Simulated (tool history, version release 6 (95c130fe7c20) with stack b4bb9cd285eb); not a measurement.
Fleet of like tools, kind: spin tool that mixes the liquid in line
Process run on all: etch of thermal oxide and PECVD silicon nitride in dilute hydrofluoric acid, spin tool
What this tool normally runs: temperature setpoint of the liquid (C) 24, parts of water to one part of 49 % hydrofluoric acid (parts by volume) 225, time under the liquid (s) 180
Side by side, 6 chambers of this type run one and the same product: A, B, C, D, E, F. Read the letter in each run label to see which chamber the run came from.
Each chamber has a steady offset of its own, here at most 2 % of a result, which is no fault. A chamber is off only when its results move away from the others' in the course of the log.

run	day	temperature setpoint of the liquid (C)	parts of water to one part of 49 % hydrofluoric acid (parts by volume)	time under the liquid (s)	hours since the thermometer was replaced	hours since the hydrofluoric acid flow meter was replaced	read-back film thickness of the thermal oxide reference wafer, read on the same gauge (nm)	read-back film thickness of the PECVD silicon nitride reference wafer, read on the same gauge (nm)	thickness taken off the thermal oxide on a monitor wafer (angstrom)	thickness taken off the PECVD silicon nitride on a monitor wafer (angstrom)
1C	0.258	24	225	180	1673.9	126.7	29.996	110.00	33.465	39.517
2E	0.496	24	225	180	1527.0	923.3	30.004	109.96	33.674	39.033
3A	0.804	24	225	180	1707.4	643.7	29.982	110.00	32.676	39.616
4F	1.025	24	225	180	274.7	892.0	29.983	109.98	33.318	39.511
5D	1.246	24	225	180	1152.6	903.6	30.003	110.01	33.822	39.514
6B	1.400	24	225	180	773.8	751.7	29.978	109.97	33.455	39.899
7F	1.712	24	225	180	291.2	908.5	30.010	109.98	33.398	40.182
# day 1.871: chamber A: hydrofluoric acid flow meter replaced
8E	1.900	24	225	180	1560.7	957.0	30.010	110.00	33.926	38.980
9D	2.117	24	225	180	1173.5	924.5	30.027	110.02	34.084	39.931
10A	2.388	24	225	180	1745.4	12.5	30.012	110.01	32.883	40.058
11C	2.596	24	225	180	1730.0	182.8	29.997	110.01	33.496	40.055
12B	2.821	24	225	180	807.9	785.8	30.026	109.99	33.326	39.325
13F	3.133	24	225	180	325.3	942.6	30.022	110.01	33.402	40.526
14E	3.417	24	225	180	1597.1	993.4	29.994	109.99	33.830	39.689
15B	3.717	24	225	180	829.4	807.3	30.026	110.01	33.741	39.056
16C	3.871	24	225	180	1760.6	213.4	30.003	109.98	33.290	39.927
17D	4.008	24	225	180	1218.9	969.9	29.993	109.98	33.766	39.880
18A	4.250	24	225	180	1790.1	57.2	29.998	110.05	32.954	39.681
19C	4.425	24	225	180	1773.9	226.7	30.003	110.02	33.121	39.780
20F	4.642	24	225	180	361.5	978.8	30.023	109.99	33.937	41.111
21B	4.829	24	225	130	856.1	834.0	30.005	110.00	23.749	28.302
22D	5.096	24	225	130	1245.0	996.0	29.993	110.00	24.369	28.080
23E	5.254	24	225	130	1641.2	1037.5	30.031	109.97	24.512	28.157
24A	5.558	24	225	130	1821.5	88.6	30.027	109.99	23.835	28.455
25A	5.783	24	225	130	1826.9	94.0	29.965	109.98	23.663	28.479
26E	5.942	24	225	130	1657.7	1054.0	29.987	109.99	24.513	28.607
27D	6.154	24	225	180	1270.4	1021.4	29.985	109.96	33.637	39.456
28B	6.446	24	225	180	894.9	872.8	29.998	110.00	33.106	39.655
29C	6.758	24	225	180	1829.9	282.7	29.998	109.99	33.470	38.947
30F	6.942	24	225	180	416.7	1034.0	30.017	109.97	34.739	41.713
# day 7.025: chamber B: thermometer replaced
31A	7.179	24	225	180	1860.4	127.5	30.010	110.00	32.752	38.977
32F	7.442	24	225	180	428.7	1046.0	30.017	109.98	34.514	42.777
33E	7.608	24	225	180	1697.7	1094.0	29.975	109.98	33.698	39.207
34B	7.888	24	225	180	20.8	907.4	30.007	110.02	33.375	38.978
35D	8.046	24	225	180	1315.8	1066.8	29.984	110.02	33.434	39.543
36C	8.350	24	225	180	1868.1	320.9	30.020	110.00	33.144	39.659
37E	8.596	24	165	235	1721.4	1117.7	30.010	110.00	62.465	70.002
38B	8.746	24	165	235	41.4	928.0	30.027	110.00	62.722	70.280
39C	9.046	24	165	235	1884.8	337.6	29.972	110.01	62.953	70.448
40F	9.346	24	165	235	474.4	1091.7	29.995	110.01	67.743	78.472

Next, all 6 chambers run the settings below, one line each with question marks for the results. What does each chamber give?
41A	9.575	22	225	180					?	?
41B	9.575	22	225	180					?	?
41C	9.575	22	225	180					?	?
41D	9.575	22	225	180					?	?
41E	9.575	22	225	180					?	?
41F	9.575	22	225	180					?	?

run	thickness taken off the thermal oxide on a monitor wafer (angstrom)	thickness taken off the PECVD silicon nitride on a monitor wafer (angstrom)
41A	30.646	34.873
41B	31.487	34.374
41C	30.709	34.376
41D	31.520	35.351
41E	30.767	34.466
41F	32.480	38.406
